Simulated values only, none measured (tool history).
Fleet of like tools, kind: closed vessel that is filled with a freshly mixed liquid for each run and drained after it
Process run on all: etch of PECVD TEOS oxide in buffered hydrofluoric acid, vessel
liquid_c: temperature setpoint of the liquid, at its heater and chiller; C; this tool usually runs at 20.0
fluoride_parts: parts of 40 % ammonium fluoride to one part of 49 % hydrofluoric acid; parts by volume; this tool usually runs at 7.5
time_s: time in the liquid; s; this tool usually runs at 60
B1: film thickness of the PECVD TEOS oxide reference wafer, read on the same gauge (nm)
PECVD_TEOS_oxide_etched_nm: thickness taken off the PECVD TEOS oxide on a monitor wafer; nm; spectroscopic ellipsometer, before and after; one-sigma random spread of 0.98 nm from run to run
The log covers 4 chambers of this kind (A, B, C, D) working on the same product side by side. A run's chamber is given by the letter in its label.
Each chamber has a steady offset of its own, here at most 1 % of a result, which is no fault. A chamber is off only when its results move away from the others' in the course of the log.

Run 1B, hour 7.7: usual settings; B1 109.99. Result: PECVD_TEOS_oxide_etched_nm 98.922 nm.
Run 2A, hour 16.1: usual settings; B1 110.01. Result: PECVD_TEOS_oxide_etched_nm 98.844 nm.
Run 3C, hour 23.9: usual settings; B1 110.00. Result: PECVD_TEOS_oxide_etched_nm 99.066 nm.
At hour 31.5: chamber C: thermometer replaced.
Run 4D, hour 32.0: usual settings; B1 110.02. Result: PECVD_TEOS_oxide_etched_nm 99.477 nm.
Run 5D, hour 37.5: usual settings; B1 110.00. Result: PECVD_TEOS_oxide_etched_nm 99.801 nm.
Run 6A, hour 42.2: usual settings; B1 109.97. Result: PECVD_TEOS_oxide_etched_nm 100.340 nm.
Run 7B, hour 49.7: usual settings; B1 109.98. Result: PECVD_TEOS_oxide_etched_nm 99.516 nm.
Run 8C, hour 57.1: usual settings; B1 110.01. Result: PECVD_TEOS_oxide_etched_nm 99.531 nm.
Run 9B, hour 64.8: usual settings; B1 109.98. Result: PECVD_TEOS_oxide_etched_nm 99.835 nm.
Run 10C, hour 72.0: usual settings; B1 109.98. Result: PECVD_TEOS_oxide_etched_nm 98.746 nm.
Run 11A, hour 79.9: usual settings; B1 110.00. Result: PECVD_TEOS_oxide_etched_nm 100.560 nm.
Run 12D, hour 84.0: usual settings; B1 110.00. Result: PECVD_TEOS_oxide_etched_nm 100.030 nm.
At hour 88.7: chamber A: hydrofluoric acid flow meter replaced.
Run 13B, hour 90.2: usual settings but liquid_c 22.5 C, time_s 30 s; B1 109.99. Result: PECVD_TEOS_oxide_etched_nm 56.495 nm.
Run 14D, hour 94.3: usual settings but liquid_c 22.5 C, time_s 30 s; B1 109.99. Result: PECVD_TEOS_oxide_etched_nm 58.135 nm.
Run 15A, hour 99.0: usual settings but liquid_c 22.5 C, time_s 30 s; B1 110.01. Result: PECVD_TEOS_oxide_etched_nm 56.756 nm.
Run 16C, hour 103.1: usual settings but liquid_c 22.5 C, time_s 30 s; B1 110.02. Result: PECVD_TEOS_oxide_etched_nm 57.326 nm.
Run 17D, hour 108.1: usual settings but time_s 90 s; B1 110.01. Result: PECVD_TEOS_oxide_etched_nm 154.710 nm.
Run 18A, hour 114.9: usual settings but time_s 90 s; B1 110.00. Result: PECVD_TEOS_oxide_etched_nm 150.200 nm.
Run 19B, hour 121.1: usual settings but time_s 90 s; B1 109.99. Result: PECVD_TEOS_oxide_etched_nm 149.310 nm.
Run 20C, hour 125.1: usual settings but time_s 90 s; B1 110.01. Result: PECVD_TEOS_oxide_etched_nm 148.480 nm.
Run 21A, hour 131.8: usual settings; B1 110.00. Result: PECVD_TEOS_oxide_etched_nm 100.960 nm.
Run 22B, hour 139.9: usual settings; B1 110.00. Result: PECVD_TEOS_oxide_etched_nm 99.390 nm.
Run 23C, hour 144.2: usual settings; B1 110.00. Result: PECVD_TEOS_oxide_etched_nm 99.307 nm.
Run 24D, hour 148.2: usual settings but fluoride_parts 9.5 parts by volume, time_s 40 s; B1 110.01. Result: PECVD_TEOS_oxide_etched_nm 54.826 nm.
Run 25C, hour 152.9: usual settings but fluoride_parts 9.5 parts by volume, time_s 40 s; B1 110.01. Result: PECVD_TEOS_oxide_etched_nm 51.489 nm.
Run 26B, hour 157.9: usual settings but fluoride_parts 9.5 parts by volume, time_s 40 s; B1 110.00. Result: PECVD_TEOS_oxide_etched_nm 51.627 nm.
Run 27D, hour 163.1: usual settings but fluoride_parts 9.5 parts by volume, time_s 40 s; B1 109.99. Result: PECVD_TEOS_oxide_etched_nm 53.515 nm.
Run 28A, hour 167.8: usual settings; B1 110.02. Result: PECVD_TEOS_oxide_etched_nm 101.110 nm.
Run 29A, hour 173.3: usual settings; B1 110.01. Result: PECVD_TEOS_oxide_etched_nm 99.173 nm.
Run 30B, hour 181.6: usual settings but time_s 30 s; B1 110.00. Result: PECVD_TEOS_oxide_etched_nm 50.167 nm.
Run 31C, hour 188.4: usual settings but time_s 30 s; B1 110.00. Result: PECVD_TEOS_oxide_etched_nm 49.072 nm.
Run 32D, hour 193.8: usual settings but time_s 30 s; B1 110.01. Result: PECVD_TEOS_oxide_etched_nm 53.482 nm.
Run 33B, hour 199.8: usual settings but time_s 30 s; B1 110.03. Result: PECVD_TEOS_oxide_etched_nm 49.244 nm.
Run 34D, hour 206.7: usual settings; B1 110.00. Result: PECVD_TEOS_oxide_etched_nm 107.740 nm.
Run 35C, hour 214.3: usual settings; B1 109.97. Result: PECVD_TEOS_oxide_etched_nm 100.220 nm.
Run 36A, hour 218.2: usual settings; B1 110.02. Result: PECVD_TEOS_oxide_etched_nm 100.530 nm.
Run 37C, hour 223.9: usual settings; B1 110.01. Result: PECVD_TEOS_oxide_etched_nm 99.486 nm.
Run 38A, hour 231.1: usual settings; B1 110.00. Result: PECVD_TEOS_oxide_etched_nm 101.830 nm.
Run 39D, hour 237.0: usual settings; B1 110.01. Result: PECVD_TEOS_oxide_etched_nm 109.360 nm.
Run 40B, hour 242.3: usual settings; B1 110.00. Result: PECVD_TEOS_oxide_etched_nm 98.835 nm.
Run 41D, hour 251.1: usual settings; B1 110.01. Result: PECVD_TEOS_oxide_etched_nm 109.690 nm.

Next, all 4 chambers run the settings below, one line each with question marks for the results. What does each chamber give?
Run 42A, hour 257.5: usual settings. Result: PECVD_TEOS_oxide_etched_nm ?.
Run 42B, hour 257.5: usual settings. Result: PECVD_TEOS_oxide_etched_nm ?.
Run 42C, hour 257.5: usual settings. Result: PECVD_TEOS_oxide_etched_nm ?.
Run 42D, hour 257.5: usual settings. Result: PECVD_TEOS_oxide_etched_nm ?.

run  PECVD_TEOS_oxide_etched_nm
42A                      98.885
42B                      99.755
42C                      98.756
42D                     108.940
